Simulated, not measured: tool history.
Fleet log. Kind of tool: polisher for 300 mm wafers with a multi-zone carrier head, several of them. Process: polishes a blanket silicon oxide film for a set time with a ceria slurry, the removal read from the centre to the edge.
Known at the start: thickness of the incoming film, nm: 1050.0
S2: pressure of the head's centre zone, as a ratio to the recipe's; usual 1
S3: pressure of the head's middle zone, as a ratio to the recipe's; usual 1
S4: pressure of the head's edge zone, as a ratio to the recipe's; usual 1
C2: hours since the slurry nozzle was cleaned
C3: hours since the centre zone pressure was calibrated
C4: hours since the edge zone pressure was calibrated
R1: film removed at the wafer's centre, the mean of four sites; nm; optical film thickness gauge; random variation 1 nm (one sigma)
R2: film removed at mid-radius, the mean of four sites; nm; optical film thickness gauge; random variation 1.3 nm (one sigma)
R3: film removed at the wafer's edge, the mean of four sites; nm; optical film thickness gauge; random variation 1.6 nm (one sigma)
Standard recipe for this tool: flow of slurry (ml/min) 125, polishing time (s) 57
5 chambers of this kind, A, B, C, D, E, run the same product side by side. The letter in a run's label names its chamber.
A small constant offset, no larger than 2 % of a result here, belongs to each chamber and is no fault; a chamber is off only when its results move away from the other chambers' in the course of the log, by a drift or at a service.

{"hour": 3.8, "done": "chamber D: worn pad replaced by a new one"}
{"run": "1A", "hour": 5.8, "flow of slurry (ml/min)": 125, "S2": 1, "S3": 1, "S4": 1, "polishing time (s)": 57, "wafers polished on this pad": 444, "C2": 96.9, "C3": 660.2, "C4": 816.6, "R1": 131.89, "R2": 131.42, "R3": 128.39}
{"run": "2B", "hour": 14.7, "flow of slurry (ml/min)": 125, "S2": 1, "S3": 1, "S4": 1, "polishing time (s)": 57, "wafers polished on this pad": 280, "C2": 63.7, "C3": 528.9, "C4": 316.5, "R1": 131.5, "R2": 131.58, "R3": 129.86}
{"hour": 16.4, "done": "chamber A: centre zone pressure recalibrated"}
{"run": "3C", "hour": 23.4, "flow of slurry (ml/min)": 125, "S2": 1, "S3": 1, "S4": 1, "polishing time (s)": 57, "wafers polished on this pad": 636, "C2": 183.3, "C3": 512.2, "C4": 328.6, "R1": 131.49, "R2": 131.9, "R3": 128.2}
{"hour": 27.4, "done": "chamber E: worn pad replaced by a new one"}
{"run": "4E", "hour": 28.8, "flow of slurry (ml/min)": 125, "S2": 1, "S3": 1, "S4": 1, "polishing time (s)": 57, "wafers polished on this pad": 18, "C2": 436.6, "C3": 428.2, "C4": 400.8, "R1": 130.92, "R2": 134.52, "R3": 133.48}
{"run": "5D", "hour": 36.9, "flow of slurry (ml/min)": 125, "S2": 1, "S3": 1, "S4": 1, "polishing time (s)": 57, "wafers polished on this pad": 430, "C2": 224.5, "C3": 621.5, "C4": 389.5, "R1": 132.46, "R2": 132.7, "R3": 130.72}
{"hour": 43.4, "done": "chamber C: edge zone pressure recalibrated"}
{"run": "6D", "hour": 43.6, "flow of slurry (ml/min)": 125, "S2": 1, "S3": 1, "S4": 1, "polishing time (s)": 57, "wafers polished on this pad": 516, "C2": 231.2, "C3": 628.2, "C4": 396.2, "R1": 132.42, "R2": 131.96, "R3": 134.37}
{"run": "7E", "hour": 53.9, "flow of slurry (ml/min)": 125, "S2": 1, "S3": 1, "S4": 1, "polishing time (s)": 57, "wafers polished on this pad": 344, "C2": 461.7, "C3": 453.3, "C4": 425.9, "R1": 130.7, "R2": 136.54, "R3": 133}
{"hour": 55.3, "done": "chamber C: worn pad replaced by a new one"}
{"hour": 58.4, "done": "chamber A: worn pad replaced by a new one"}
{"run": "8C", "hour": 59.7, "flow of slurry (ml/min)": 125, "S2": 1, "S3": 1, "S4": 1, "polishing time (s)": 57, "wafers polished on this pad": 57, "C2": 219.6, "C3": 548.5, "C4": 16.3, "R1": 130.07, "R2": 131.77, "R3": 130.72}
{"hour": 62.9, "done": "chamber B: worn pad replaced by a new one"}
{"run": "9A", "hour": 71.3, "flow of slurry (ml/min)": 125, "S2": 1, "S3": 1, "S4": 1, "polishing time (s)": 57, "wafers polished on this pad": 167, "C2": 162.4, "C3": 55, "C4": 882.1, "R1": 132.9, "R2": 128.49, "R3": 131.55}
{"run": "10B", "hour": 77.9, "flow of slurry (ml/min)": 125, "S2": 1, "S3": 1, "S4": 1, "polishing time (s)": 57, "wafers polished on this pad": 195, "C2": 126.9, "C3": 592.1, "C4": 379.7, "R1": 132.18, "R2": 133.11, "R3": 129.49}
{"run": "11B", "hour": 83.3, "flow of slurry (ml/min)": 160, "S2": 1, "S3": 1, "S4": 1, "polishing time (s)": 57, "wafers polished on this pad": 265, "C2": 132.3, "C3": 597.5, "C4": 385.1, "R1": 139.92, "R2": 135.88, "R3": 136.55}
{"hour": 87.0, "done": "chamber D: worn pad replaced by a new one"}
{"hour": 88.2, "done": "chamber E: worn pad replaced by a new one"}
{"run": "12C", "hour": 93.1, "flow of slurry (ml/min)": 160, "S2": 1, "S3": 1, "S4": 1, "polishing time (s)": 57, "wafers polished on this pad": 490, "C2": 253, "C3": 581.9, "C4": 49.7, "R1": 139.91, "R2": 134.72, "R3": 133.2}
{"hour": 102.1, "done": "chamber E: centre zone pressure recalibrated"}
{"run": "13E", "hour": 103.4, "flow of slurry (ml/min)": 160, "S2": 1, "S3": 1, "S4": 1, "polishing time (s)": 57, "wafers polished on this pad": 198, "C2": 511.2, "C3": 1.4, "C4": 475.4, "R1": 149.38, "R2": 138.46, "R3": 137.48}
{"run": "14D", "hour": 108.4, "flow of slurry (ml/min)": 160, "S2": 1, "S3": 1, "S4": 1, "polishing time (s)": 57, "wafers polished on this pad": 278, "C2": 296, "C3": 693, "C4": 461, "R1": 140.17, "R2": 140.59, "R3": 136.74}
{"run": "15A", "hour": 119.5, "flow of slurry (ml/min)": 160, "S2": 1, "S3": 1, "S4": 1, "polishing time (s)": 57, "wafers polished on this pad": 792, "C2": 210.6, "C3": 103.2, "C4": 930.3, "R1": 139.13, "R2": 137.08, "R3": 134.47}
{"run": "16C", "hour": 127.4, "flow of slurry (ml/min)": 125, "S2": 1, "S3": 1, "S4": 1, "polishing time (s)": 57, "wafers polished on this pad": 935, "C2": 287.3, "C3": 616.2, "C4": 84, "R1": 131.5, "R2": 128.75, "R3": 130.25}
{"hour": 127.6, "done": "chamber C: worn pad replaced by a new one"}
{"hour": 133.5, "done": "chamber B: worn pad replaced by a new one"}
{"hour": 134.9, "done": "chamber A: worn pad replaced by a new one"}
{"hour": 137.6, "done": "chamber B: centre zone pressure recalibrated"}
{"run": "17A", "hour": 138.1, "flow of slurry (ml/min)": 125, "S2": 1, "S3": 1, "S4": 1, "polishing time (s)": 57, "wafers polished on this pad": 41, "C2": 229.2, "C3": 121.8, "C4": 948.9, "R1": 131.9, "R2": 129.29, "R3": 130.69}
{"run": "18B", "hour": 144.5, "flow of slurry (ml/min)": 125, "S2": 1, "S3": 1, "S4": 1, "polishing time (s)": 57, "wafers polished on this pad": 142, "C2": 193.5, "C3": 7, "C4": 446.3, "R1": 129.88, "R2": 130.27, "R3": 131.59}
{"hour": 151.8, "done": "chamber E: worn pad replaced by a new one"}
{"run": "19D", "hour": 152.3, "flow of slurry (ml/min)": 125, "S2": 1, "S3": 1, "S4": 1, "polishing time (s)": 57, "wafers polished on this pad": 847, "C2": 339.9, "C3": 736.9, "C4": 504.9, "R1": 131.86, "R2": 131.23, "R3": 132.32}
{"hour": 155.6, "done": "chamber B: slurry nozzle cleaned"}
{"run": "20E", "hour": 161.4, "flow of slurry (ml/min)": 125, "S2": 1, "S3": 1, "S4": 1, "polishing time (s)": 57, "wafers polished on this pad": 125, "C2": 569.2, "C3": 59.4, "C4": 533.4, "R1": 141.79, "R2": 132.97, "R3": 130.03}
{"hour": 162.6, "done": "chamber D: worn pad replaced by a new one"}
{"hour": 166.4, "done": "chamber D: slurry nozzle cleaned"}
{"run": "21C", "hour": 171.2, "flow of slurry (ml/min)": 125, "S2": 1, "S3": 1, "S4": 1, "polishing time (s)": 57, "wafers polished on this pad": 566, "C2": 331.1, "C3": 660, "C4": 127.8, "R1": 130.48, "R2": 131.66, "R3": 127.3}
{"hour": 175.7, "done": "chamber D: edge zone pressure recalibrated"}
{"run": "22D", "hour": 179.7, "flow of slurry (ml/min)": 125, "S2": 1, "S3": 1, "S4": 1, "polishing time (s)": 57, "wafers polished on this pad": 222, "C2": 13.3, "C3": 764.3, "C4": 4, "R1": 131.12, "R2": 133.15, "R3": 133.11}
{"run": "23B", "hour": 188.6, "flow of slurry (ml/min)": 125, "S2": 1, "S3": 1, "S4": 1, "polishing time (s)": 57, "wafers polished on this pad": 714, "C2": 33, "C3": 51.1, "C4": 490.4, "R1": 130.89, "R2": 128.87, "R3": 131.34}
{"run": "24A", "hour": 195.2, "flow of slurry (ml/min)": 125, "S2": 1, "S3": 1, "S4": 1, "polishing time (s)": 57, "wafers polished on this pad": 782, "C2": 286.3, "C3": 178.9, "C4": 1006, "R1": 131.52, "R2": 131.2, "R3": 132.6}
{"run": "25E", "hour": 201.2, "flow of slurry (ml/min)": 85, "S2": 1, "S3": 1, "S4": 1, "polishing time (s)": 57, "wafers polished on this pad": 641, "C2": 609, "C3": 99.2, "C4": 573.2, "R1": 125.77, "R2": 118.75, "R3": 125.05}
{"hour": 201.9, "done": "chamber C: worn pad replaced by a new one"}
{"hour": 202.9, "done": "chamber B: worn pad replaced by a new one"}
{"hour": 206.8, "done": "chamber A: worn pad replaced by a new one"}
{"run": "26E", "hour": 210.4, "flow of slurry (ml/min)": 85, "S2": 1, "S3": 1, "S4": 1, "polishing time (s)": 57, "wafers polished on this pad": 761, "C2": 618.2, "C3": 108.4, "C4": 582.4, "R1": 127.94, "R2": 121.34, "R3": 123.72}
{"hour": 214.7, "done": "chamber E: worn pad replaced by a new one"}
{"run": "27A", "hour": 215.5, "flow of slurry (ml/min)": 85, "S2": 1, "S3": 1, "S4": 1, "polishing time (s)": 57, "wafers polished on this pad": 113, "C2": 306.6, "C3": 199.2, "C4": 1026.3, "R1": 117.81, "R2": 117.72, "R3": 124.49}
{"run": "28D", "hour": 222.0, "flow of slurry (ml/min)": 85, "S2": 1, "S3": 1, "S4": 1, "polishing time (s)": 57, "wafers polished on this pad": 771, "C2": 55.6, "C3": 806.6, "C4": 46.3, "R1": 116.43, "R2": 118.49, "R3": 120.5}
{"run": "29B", "hour": 228.5, "flow of slurry (ml/min)": 85, "S2": 1, "S3": 1, "S4": 1, "polishing time (s)": 57, "wafers polished on this pad": 332, "C2": 72.9, "C3": 91, "C4": 530.3, "R1": 116.78, "R2": 116.03, "R3": 120.54}
{"run": "30C", "hour": 240.0, "flow of slurry (ml/min)": 125, "S2": 1, "S3": 1, "S4": 1, "polishing time (s)": 57, "wafers polished on this pad": 494, "C2": 399.9, "C3": 728.8, "C4": 196.6, "R1": 129.92, "R2": 129.37, "R3": 127.65}
{"hour": 240.9, "done": "chamber D: worn pad replaced by a new one"}
{"run": "31D", "hour": 250.5, "flow of slurry (ml/min)": 125, "S2": 1, "S3": 1, "S4": 1, "polishing time (s)": 57, "wafers polished on this pad": 124, "C2": 84.1, "C3": 835.1, "C4": 74.8, "R1": 131.87, "R2": 131.32, "R3": 133.98}
{"run": "32E", "hour": 259.7, "flow of slurry (ml/min)": 125, "S2": 0.9, "S3": 1, "S4": 1.06, "polishing time (s)": 57, "wafers polished on this pad": 584, "C2": 667.5, "C3": 157.7, "C4": 631.7, "R1": 125.16, "R2": 132.95, "R3": 137.47}
{"hour": 263.6, "done": "chamber A: edge zone pressure recalibrated"}
{"run": "33C", "hour": 265.8, "flow of slurry (ml/min)": 125, "S2": 0.9, "S3": 1, "S4": 1.06, "polishing time (s)": 57, "wafers polished on this pad": 829, "C2": 425.7, "C3": 754.6, "C4": 222.4, "R1": 116.49, "R2": 129.66, "R3": 132.79}
{"hour": 275.9, "done": "chamber B: worn pad replaced by a new one"}
{"run": "34B", "hour": 276.4, "flow of slurry (ml/min)": 125, "S2": 0.9, "S3": 1, "S4": 1.06, "polishing time (s)": 57, "wafers polished on this pad": 7, "C2": 120.8, "C3": 138.9, "C4": 578.2, "R1": 115.42, "R2": 129.34, "R3": 134.3}
{"hour": 280.7, "done": "chamber E: worn pad replaced by a new one"}
{"hour": 282.1, "done": "chamber A: worn pad replaced by a new one"}
{"run": "35A", "hour": 284.6, "flow of slurry (ml/min)": 125, "S2": 0.9, "S3": 1, "S4": 1.06, "polishing time (s)": 57, "wafers polished on this pad": 33, "C2": 375.7, "C3": 268.3, "C4": 21, "R1": 116.04, "R2": 132.89, "R3": 134.55}
{"run": "36E", "hour": 291.3, "flow of slurry (ml/min)": 125, "S2": 0.9, "S3": 1, "S4": 1.06, "polishing time (s)": 57, "wafers polished on this pad": 138, "C2": 699.1, "C3": 189.3, "C4": 663.3, "R1": 124.65, "R2": 135.62, "R3": 135.41}
{"run": "37A", "hour": 302.7, "flow of slurry (ml/min)": 125, "S2": 1, "S3": 1, "S4": 1, "polishing time (s)": 57, "wafers polished on this pad": 267, "C2": 393.8, "C3": 286.4, "C4": 39.1, "R1": 132.45, "R2": 131.07, "R3": 130.65}

Next, every chamber runs the same settings. What will each give?
{"run": "38A", "hour": 310.9, "flow of slurry (ml/min)": 140, "S2": 1, "S3": 1, "S4": 1, "polishing time (s)": 57, "R1": "?", "R2": "?", "R3": "?"}
{"run": "38B", "hour": 310.9, "flow of slurry (ml/min)": 140, "S2": 1, "S3": 1, "S4": 1, "polishing time (s)": 57, "R1": "?", "R2": "?", "R3": "?"}
{"run": "38C", "hour": 310.9, "flow of slurry (ml/min)": 140, "S2": 1, "S3": 1, "S4": 1, "polishing time (s)": 57, "R1": "?", "R2": "?", "R3": "?"}
{"run": "38D", "hour": 310.9, "flow of slurry (ml/min)": 140, "S2": 1, "S3": 1, "S4": 1, "polishing time (s)": 57, "R1": "?", "R2": "?", "R3": "?"}
{"run": "38E", "hour": 310.9, "flow of slurry (ml/min)": 140, "S2": 1, "S3": 1, "S4": 1, "polishing time (s)": 57, "R1": "?", "R2": "?", "R3": "?"}

run=38A R1=133.86 R2=135.18 R3=130.04
run=38B R1=133.53 R2=135.97 R3=132.89
run=38C R1=135.73 R2=132 R3=130.34
run=38D R1=134.28 R2=136.31 R3=133.17
run=38E R1=144.84 R2=136.3 R3=134.46
